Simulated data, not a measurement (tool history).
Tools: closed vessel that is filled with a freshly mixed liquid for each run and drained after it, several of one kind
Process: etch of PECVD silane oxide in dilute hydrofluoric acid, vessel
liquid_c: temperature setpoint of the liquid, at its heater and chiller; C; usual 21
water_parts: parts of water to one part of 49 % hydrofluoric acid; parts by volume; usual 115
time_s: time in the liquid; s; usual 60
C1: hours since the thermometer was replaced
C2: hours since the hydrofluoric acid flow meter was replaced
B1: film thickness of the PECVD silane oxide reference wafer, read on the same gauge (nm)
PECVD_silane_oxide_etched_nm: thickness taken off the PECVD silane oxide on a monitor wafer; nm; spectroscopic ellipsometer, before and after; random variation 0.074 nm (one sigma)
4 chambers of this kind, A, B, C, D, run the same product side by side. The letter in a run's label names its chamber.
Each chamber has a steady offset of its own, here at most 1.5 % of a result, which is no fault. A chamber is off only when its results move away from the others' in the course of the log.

{"run": "1D", "hour": 5.9, "liquid_c": 21, "water_parts": 115, "time_s": 60, "C1": 1257.1, "C2": 432.2, "B1": 119.98, "PECVD_silane_oxide_etched_nm": 9.97}
{"run": "2B", "hour": 11.5, "liquid_c": 21, "water_parts": 115, "time_s": 60, "C1": 2462.1, "C2": 482.9, "B1": 120.03, "PECVD_silane_oxide_etched_nm": 9.9268}
{"run": "3A", "hour": 16.9, "liquid_c": 21, "water_parts": 115, "time_s": 60, "C1": 129.9, "C2": 1219, "B1": 120, "PECVD_silane_oxide_etched_nm": 9.7844}
{"run": "4C", "hour": 20.0, "liquid_c": 21, "water_parts": 115, "time_s": 60, "C1": 1208.3, "C2": 585.7, "B1": 120, "PECVD_silane_oxide_etched_nm": 9.7386}
{"run": "5C", "hour": 24.0, "liquid_c": 17, "water_parts": 115, "time_s": 60, "C1": 1212.3, "C2": 589.7, "B1": 120.02, "PECVD_silane_oxide_etched_nm": 8.3593}
{"run": "6A", "hour": 31.0, "liquid_c": 17, "water_parts": 115, "time_s": 60, "C1": 144, "C2": 1233.1, "B1": 120.01, "PECVD_silane_oxide_etched_nm": 8.5293}
{"run": "7B", "hour": 37.1, "liquid_c": 17, "water_parts": 115, "time_s": 60, "C1": 2487.7, "C2": 508.5, "B1": 119.99, "PECVD_silane_oxide_etched_nm": 8.5417}
{"run": "8D", "hour": 41.1, "liquid_c": 17, "water_parts": 115, "time_s": 60, "C1": 1292.3, "C2": 467.4, "B1": 120, "PECVD_silane_oxide_etched_nm": 8.5176}
{"run": "9C", "hour": 47.3, "liquid_c": 21, "water_parts": 80, "time_s": 60, "C1": 1235.6, "C2": 613, "B1": 120, "PECVD_silane_oxide_etched_nm": 14.998}
{"run": "10A", "hour": 54.1, "liquid_c": 21, "water_parts": 80, "time_s": 60, "C1": 167.1, "C2": 1256.2, "B1": 119.99, "PECVD_silane_oxide_etched_nm": 14.882}
{"run": "11D", "hour": 58.0, "liquid_c": 21, "water_parts": 80, "time_s": 60, "C1": 1309.2, "C2": 484.3, "B1": 120.03, "PECVD_silane_oxide_etched_nm": 14.877}
{"run": "12B", "hour": 65.2, "liquid_c": 21, "water_parts": 80, "time_s": 60, "C1": 2515.8, "C2": 536.6, "B1": 119.99, "PECVD_silane_oxide_etched_nm": 14.954}
{"run": "13A", "hour": 69.9, "liquid_c": 21, "water_parts": 115, "time_s": 60, "C1": 182.9, "C2": 1272, "B1": 120, "PECVD_silane_oxide_etched_nm": 10.058}
{"run": "14B", "hour": 75.2, "liquid_c": 21, "water_parts": 115, "time_s": 60, "C1": 2525.8, "C2": 546.6, "B1": 120.01, "PECVD_silane_oxide_etched_nm": 10.125}
{"run": "15D", "hour": 79.9, "liquid_c": 21, "water_parts": 90, "time_s": 75, "C1": 1331.1, "C2": 506.2, "B1": 119.99, "PECVD_silane_oxide_etched_nm": 16.259}
{"run": "16C", "hour": 85.2, "liquid_c": 21, "water_parts": 90, "time_s": 75, "C1": 1273.5, "C2": 650.9, "B1": 120.01, "PECVD_silane_oxide_etched_nm": 16.438}
{"hour": 85.7, "done": "chamber C: hydrofluoric acid flow meter replaced"}
{"run": "17C", "hour": 90.9, "liquid_c": 21, "water_parts": 90, "time_s": 75, "C1": 1279.2, "C2": 5.3, "B1": 120.02, "PECVD_silane_oxide_etched_nm": 16.462}
{"run": "18B", "hour": 97.9, "liquid_c": 21, "water_parts": 90, "time_s": 75, "C1": 2548.5, "C2": 569.3, "B1": 120, "PECVD_silane_oxide_etched_nm": 16.389}
{"run": "19A", "hour": 101.6, "liquid_c": 21, "water_parts": 75, "time_s": 90, "C1": 214.6, "C2": 1303.7, "B1": 120.01, "PECVD_silane_oxide_etched_nm": 24.967}
{"run": "20D", "hour": 108.1, "liquid_c": 21, "water_parts": 75, "time_s": 90, "C1": 1359.3, "C2": 534.4, "B1": 119.99, "PECVD_silane_oxide_etched_nm": 23.788}
{"hour": 113.7, "done": "chamber C: thermometer replaced"}
{"run": "21D", "hour": 113.8, "liquid_c": 21, "water_parts": 75, "time_s": 90, "C1": 1365, "C2": 540.1, "B1": 120, "PECVD_silane_oxide_etched_nm": 23.749}
{"run": "22A", "hour": 120.8, "liquid_c": 21, "water_parts": 75, "time_s": 90, "C1": 233.8, "C2": 1322.9, "B1": 119.99, "PECVD_silane_oxide_etched_nm": 24.837}
{"run": "23C", "hour": 125.3, "liquid_c": 21, "water_parts": 115, "time_s": 60, "C1": 11.7, "C2": 39.7, "B1": 120.03, "PECVD_silane_oxide_etched_nm": 9.9175}
{"run": "24B", "hour": 132.1, "liquid_c": 21, "water_parts": 115, "time_s": 60, "C1": 2582.7, "C2": 603.5, "B1": 120, "PECVD_silane_oxide_etched_nm": 10.128}
{"run": "25A", "hour": 138.5, "liquid_c": 21, "water_parts": 115, "time_s": 60, "C1": 251.5, "C2": 1340.6, "B1": 119.99, "PECVD_silane_oxide_etched_nm": 10.334}
{"run": "26B", "hour": 144.5, "liquid_c": 21, "water_parts": 115, "time_s": 60, "C1": 2595.1, "C2": 615.9, "B1": 120.01, "PECVD_silane_oxide_etched_nm": 9.9986}
{"run": "27C", "hour": 151.1, "liquid_c": 21, "water_parts": 115, "time_s": 60, "C1": 37.5, "C2": 65.5, "B1": 119.99, "PECVD_silane_oxide_etched_nm": 9.8805}
{"run": "28D", "hour": 156.2, "liquid_c": 21, "water_parts": 115, "time_s": 60, "C1": 1407.4, "C2": 582.5, "B1": 120.01, "PECVD_silane_oxide_etched_nm": 9.9603}
{"run": "29D", "hour": 161.0, "liquid_c": 21, "water_parts": 115, "time_s": 60, "C1": 1412.2, "C2": 587.3, "B1": 119.98, "PECVD_silane_oxide_etched_nm": 9.9623}
{"run": "30A", "hour": 166.1, "liquid_c": 21, "water_parts": 115, "time_s": 60, "C1": 279.1, "C2": 1368.2, "B1": 119.98, "PECVD_silane_oxide_etched_nm": 10.455}
{"run": "31C", "hour": 171.2, "liquid_c": 21, "water_parts": 115, "time_s": 60, "C1": 57.6, "C2": 85.6, "B1": 120, "PECVD_silane_oxide_etched_nm": 9.9109}
{"run": "32B", "hour": 178.3, "liquid_c": 21, "water_parts": 115, "time_s": 60, "C1": 2628.9, "C2": 649.7, "B1": 120, "PECVD_silane_oxide_etched_nm": 10.081}
{"run": "33C", "hour": 182.5, "liquid_c": 21, "water_parts": 115, "time_s": 60, "C1": 68.9, "C2": 96.9, "B1": 120, "PECVD_silane_oxide_etched_nm": 9.8957}

All 4 chambers run these settings next. Forecast each chamber's results:
{"run": "34A", "hour": 187.6, "liquid_c": 21, "water_parts": 115, "time_s": 60, "PECVD_silane_oxide_etched_nm": "?"}
{"run": "34B", "hour": 187.6, "liquid_c": 21, "water_parts": 115, "time_s": 60, "PECVD_silane_oxide_etched_nm": "?"}
{"run": "34C", "hour": 187.6, "liquid_c": 21, "water_parts": 115, "time_s": 60, "PECVD_silane_oxide_etched_nm": "?"}
{"run": "34D", "hour": 187.6, "liquid_c": 21, "water_parts": 115, "time_s": 60, "PECVD_silane_oxide_etched_nm": "?"}

run=34A PECVD_silane_oxide_etched_nm=10.526
run=34B PECVD_silane_oxide_etched_nm=10.043
run=34C PECVD_silane_oxide_etched_nm=9.9325
run=34D PECVD_silane_oxide_etched_nm=9.8377
